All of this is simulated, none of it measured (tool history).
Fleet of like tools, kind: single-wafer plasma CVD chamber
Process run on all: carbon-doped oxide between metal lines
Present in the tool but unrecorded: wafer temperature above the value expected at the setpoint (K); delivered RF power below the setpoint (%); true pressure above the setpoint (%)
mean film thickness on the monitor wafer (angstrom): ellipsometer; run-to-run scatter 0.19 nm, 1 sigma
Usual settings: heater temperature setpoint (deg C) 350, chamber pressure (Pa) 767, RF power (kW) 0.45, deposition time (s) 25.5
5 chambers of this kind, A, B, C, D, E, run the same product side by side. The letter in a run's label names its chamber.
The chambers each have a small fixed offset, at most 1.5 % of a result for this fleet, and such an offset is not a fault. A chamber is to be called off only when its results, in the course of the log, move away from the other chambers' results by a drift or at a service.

run,day,heater temperature setpoint (deg C),chamber pressure (Pa),RF power (kW),deposition time (s),hours since the last thermocouple change,hours since the last RF generator calibration,hours since the last manometer calibration,"read-back reference wafer on the same gauge, thickness_nm",mean film thickness on the monitor wafer (angstrom)
1E,0.25,350,767,0.45,25.5,2358.9,1846.6,248.1,130.03,1225
2C,0.512,350,767,0.45,25.5,156.7,2293.5,121.4,130.06,1254
3B,0.662,350,767,0.45,25.5,1190.7,1732.9,318.5,130.06,1241.5
4A,0.783,350,767,0.45,25.5,2357.6,641.9,235.2,130.08,1234.6
5D,1.021,350,767,0.45,25.5,973.5,326.3,2970.9,130.12,1239.8
6D,1.238,350,767,0.45,25.5,978.7,331.5,2976.1,130.14,1236.8
7C,1.367,350,767,0.45,25.5,177.2,2314,141.9,130.18,1257
8A,1.617,350,767,0.45,25.5,2377.6,661.9,255.2,130.16,1240.1
9E,1.767,350,767,0.45,25.5,2395.3,1883,284.5,130.25,1224.2
# day 1.779: chamber C: RF generator calibrated
10B,1.958,350,767,0.45,25.5,1221.8,1764,349.6,130.18,1242.9
11A,2.092,350,767,0.45,25.5,2389,673.3,266.6,130.23,1237.8
12D,2.25,364,767,0.42,25.5,1003,355.8,3000.4,130.25,1136.3
# day 2.488: chamber D: capacitance manometer re-zeroed and calibrated
13C,2.521,364,767,0.42,25.5,204.9,17.8,169.6,130.32,1152.2
14E,2.683,364,767,0.42,25.5,2417.3,1905,306.5,130.38,1121.8
15B,2.879,364,767,0.42,25.5,1243.9,1786.1,371.7,130.32,1139.8
16A,3.096,364,767,0.42,25.5,2413.1,697.4,290.7,130.32,1133.7
17D,3.279,350,767,0.45,25.5,1027.7,380.5,19,130.41,1240.2
18C,3.408,350,767,0.45,25.5,226.2,39.1,190.9,130.39,1261.1
19E,3.621,350,767,0.45,25.5,2439.8,1927.5,329,130.44,1227.9
20B,3.862,350,767,0.505,25.5,1267.5,1809.7,395.3,130.46,1343.3
21B,4.021,350,767,0.505,25.5,1271.3,1813.5,399.1,130.49,1342.7
22D,4.254,350,767,0.505,25.5,1051.1,403.9,42.4,130.48,1339.5
23E,4.446,350,767,0.505,25.5,2459.6,1947.3,348.8,130.55,1327.9
24C,4.696,350,767,0.505,25.5,257.1,70,221.8,130.56,1359.3
25A,4.9,350,767,0.45,25.5,2456.4,740.7,334,130.57,1237.7
26D,5.15,350,767,0.45,25.5,1072.6,425.4,63.9,130.65,1242.1
27A,5.408,358,767,0.45,25.5,2468.6,752.9,346.2,130.69,1215.4
28C,5.658,358,767,0.45,25.5,280.2,93.1,244.9,130.64,1237.7
29B,5.792,358,767,0.45,25.5,1313.8,1856,441.6,130.69,1220.3
30E,5.95,358,767,0.45,25.5,2495.7,1983.4,384.9,130.76,1205.7
31C,6.146,358,767,0.45,25.5,291.9,104.8,256.6,130.7,1236.5
32D,6.417,350,767,0.45,25.5,1103,455.8,94.3,130.73,1242.6
33B,6.588,350,767,0.45,25.5,1332.9,1875.1,460.7,130.73,1250.8

All chambers now run identical settings, listed one chamber a line with results as question marks. What results will each chamber show?
34A,6.779,350,767,0.45,25.5,,,,,?
34B,6.779,350,767,0.45,25.5,,,,,?
34C,6.779,350,767,0.45,25.5,,,,,?
34D,6.779,350,767,0.45,25.5,,,,,?
34E,6.779,350,767,0.45,25.5,,,,,?

run,mean film thickness on the monitor wafer (angstrom)
34A,1241.7
34B,1250.2
34C,1265
34D,1241
34E,1232.9
